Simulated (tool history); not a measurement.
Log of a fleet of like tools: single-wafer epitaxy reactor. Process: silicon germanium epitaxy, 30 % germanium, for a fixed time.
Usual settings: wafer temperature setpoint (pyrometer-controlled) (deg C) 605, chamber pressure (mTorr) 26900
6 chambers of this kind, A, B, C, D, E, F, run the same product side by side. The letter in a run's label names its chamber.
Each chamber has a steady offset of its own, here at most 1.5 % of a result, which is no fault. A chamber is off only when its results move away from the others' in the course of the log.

run     day  wafer temperature setpoint (pyrometer-controlled) (deg C)  chamber pressure (mTorr)  read-back reference wafer on the same gauge, thickness_nm  mean film thickness on the monitor wafer (angstrom)
 1C   0.283                                                        605                     26900                                                     72.482                                               730.65
 2F   0.525                                                        605                     26900                                                     72.482                                               726.24
 3D   1.017                                                        605                     26900                                                     72.504                                               720.45
 4E   1.483                                                        605                     26900                                                     72.465                                               717.28
 5A   1.800                                                        605                     26900                                                     72.456                                               726.79
 6B   2.321                                                        605                     26900                                                     72.419                                               730.16
      2.554  -- chamber D: capacitance manometer re-zeroed and calibrated
 7F   2.704                                                        605                     26900                                                     72.450                                               725.01
 8C   3.204                                                        598                     21900                                                     72.397                                               594.00
 9A   3.488                                                        598                     21900                                                     72.434                                               587.57
10E   3.821                                                        598                     21900                                                     72.433                                               579.92
11D   4.346                                                        598                     21900                                                     72.413                                               583.30
12B   4.817                                                        598                     21900                                                     72.389                                               592.73
13F   5.104                                                        598                     21900                                                     72.383                                               587.36
14C   5.504                                                        605                     26900                                                     72.351                                               730.60
15D   5.762                                                        605                     26900                                                     72.364                                               720.70
16B   6.008                                                        605                     26900                                                     72.348                                               729.22
17E   6.371                                                        605                     26900                                                     72.342                                               714.89
18A   6.754                                                        605                     26900                                                     72.344                                               724.20
19A   7.292                                                        605                     26900                                                     72.326                                               724.84
20B   7.804                                                        605                     26900                                                     72.326                                               727.39
21D   8.192                                                        605                     26900                                                     72.309                                               719.37
22F   8.475                                                        605                     26900                                                     72.322                                               723.94
23C   8.883                                                        605                     26900                                                     72.314                                               729.53
24E   9.221                                                        605                     26900                                                     72.296                                               715.85
25C   9.683                                                        605                     26900                                                     72.269                                               728.34
26B  10.071                                                        605                     26900                                                     72.253                                               729.31
27E  10.571                                                        605                     26900                                                     72.268                                               716.45
28F  10.967                                                        605                     26900                                                     72.238                                               724.83
29A  11.362                                                        605                     26900                                                     72.240                                               724.46
30D  11.842                                                        605                     23200                                                     72.218                                               676.98
31E  12.096                                                        605                     23200                                                     72.223                                               674.07
32C  12.650                                                        605                     23200                                                     72.204                                               688.15
33B  13.054                                                        605                     23200                                                     72.167                                               686.02
34F  13.342                                                        605                     23200                                                     72.169                                               681.53
35D  13.842                                                        605                     23200                                                     72.186                                               676.88
36A  14.167                                                        598                     29900                                                     72.178                                               662.36
37F  14.425                                                        598                     29900                                                     72.163                                               661.74
38E  14.967                                                        598                     29900                                                     72.170                                               656.98
39C  15.488                                                        598                     29900                                                     72.151                                               671.21
40B  16.000                                                        598                     29900                                                     72.153                                               669.74
41D  16.542                                                        598                     29900                                                     72.114                                               659.34

Next, every chamber runs the same settings. What will each give?
42A  16.938                                                        605                     26900                                                                                                               ?
42B  16.938                                                        605                     26900                                                                                                               ?
42C  16.938                                                        605                     26900                                                                                                               ?
42D  16.938                                                        605                     26900                                                                                                               ?
42E  16.938                                                        605                     26900                                                                                                               ?
42F  16.938                                                        605                     26900                                                                                                               ?

run  mean film thickness on the monitor wafer (angstrom)
42A                                               721.63
42B                                               726.06
42C                                               725.86
42D                                               716.03
42E                                               714.77
42F                                               721.76
